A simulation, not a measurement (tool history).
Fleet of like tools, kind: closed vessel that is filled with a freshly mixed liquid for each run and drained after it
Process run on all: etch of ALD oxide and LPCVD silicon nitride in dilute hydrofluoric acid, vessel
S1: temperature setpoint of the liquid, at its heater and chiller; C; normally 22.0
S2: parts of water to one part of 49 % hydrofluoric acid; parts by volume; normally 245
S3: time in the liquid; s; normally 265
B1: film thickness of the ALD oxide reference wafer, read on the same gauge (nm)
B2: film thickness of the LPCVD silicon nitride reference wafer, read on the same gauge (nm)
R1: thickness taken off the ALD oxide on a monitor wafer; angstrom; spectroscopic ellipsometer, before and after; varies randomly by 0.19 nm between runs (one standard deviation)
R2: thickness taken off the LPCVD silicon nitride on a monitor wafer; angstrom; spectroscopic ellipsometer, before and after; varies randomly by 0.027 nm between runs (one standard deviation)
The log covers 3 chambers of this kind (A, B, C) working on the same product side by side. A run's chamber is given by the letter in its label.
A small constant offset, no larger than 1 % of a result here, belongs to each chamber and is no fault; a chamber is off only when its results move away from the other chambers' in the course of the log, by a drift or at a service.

run,hour,S1,S2,S3,B1,B2,R1,R2
1C,11.5,22.0,245,265,139.99,80.020,193.64,5.3020
2A,26.3,22.0,245,265,140.01,80.032,192.57,5.3977
3B,38.2,22.0,245,265,140.00,79.987,191.53,5.5646
4A,49.9,22.0,245,265,139.99,80.008,193.74,5.3442
5B,56.9,22.0,245,265,139.96,79.998,191.07,5.1172
6C,64.0,22.0,245,265,140.01,80.038,197.62,5.8012
7A,76.8,19.5,135,265,139.94,80.012,359.20,8.4532
8C,86.7,19.5,135,265,140.02,79.981,361.46,8.1440
# hour 93.0: chamber B: hydrofluoric acid flow meter replaced
9B,101.7,19.5,135,265,139.97,79.973,343.43,8.4958
10B,112.9,22.0,245,265,140.04,79.947,187.91,5.7981
11C,124.8,22.0,245,265,139.98,79.965,194.37,5.1845
12A,136.7,22.0,245,265,140.01,80.044,203.98,5.2464
13B,145.0,22.0,245,265,140.02,80.030,192.58,5.8413
14C,155.6,22.0,245,265,140.03,80.049,194.51,5.4446
15A,164.5,22.0,245,265,139.98,79.996,202.90,5.9117
16C,172.3,22.0,245,265,140.01,80.016,194.97,5.1421
17B,181.1,22.0,245,265,139.98,79.970,192.22,5.3451
18A,195.3,22.0,245,265,139.99,80.042,205.88,5.1723
19A,208.0,22.0,245,265,140.01,80.039,206.15,5.9509
20C,217.1,20.0,245,400,139.99,80.023,272.56,7.2827
21B,225.4,20.0,245,400,139.99,80.045,263.50,7.0182
22B,237.2,20.0,245,400,139.97,79.960,269.59,7.0910
23A,247.2,22.0,245,265,140.05,80.010,209.57,5.3460
24C,258.4,22.0,180,265,139.93,80.023,279.93,7.4876

Does one chamber stand apart from the rest, does the shared gauge drift, or is all well apart from small per-chamber offsets? Give the chamber and the most likely cause, where there is one.

One chamber, A, drifts off from the rest bit by bit.
Cause: hydrofluoric acid flow above the setpoint (%) = 8.59.

Below are 4 candidate recipes for chamber A's next run, each the usual settings with a change, their results shown as question marks. Which of them brings A's results back in line with what the other chambers give on the usual settings?
In line here means within this much of the mean the other chambers give on the usual settings: R1 6.60 angstrom; R2 0.9500 angstrom
25A-1,269.3,22.0,230,275,,,?,?
25A-2,269.3,22.5,275,245,,,?,?
25A-3,269.3,22.0,260,255,,,?,?
25A-4,269.3,21.5,215,285,,,?,?

Mean of the other chambers on the usual settings: R1 192.76 angstrom; R2 5.3527 angstrom
run,R1,R2
25A-1,237.40,6.2015
25A-2,173.03,4.7895
25A-3,189.53,5.1018
25A-4,261.82,6.6458
With 25A-3, the chamber falls back in line with the rest.

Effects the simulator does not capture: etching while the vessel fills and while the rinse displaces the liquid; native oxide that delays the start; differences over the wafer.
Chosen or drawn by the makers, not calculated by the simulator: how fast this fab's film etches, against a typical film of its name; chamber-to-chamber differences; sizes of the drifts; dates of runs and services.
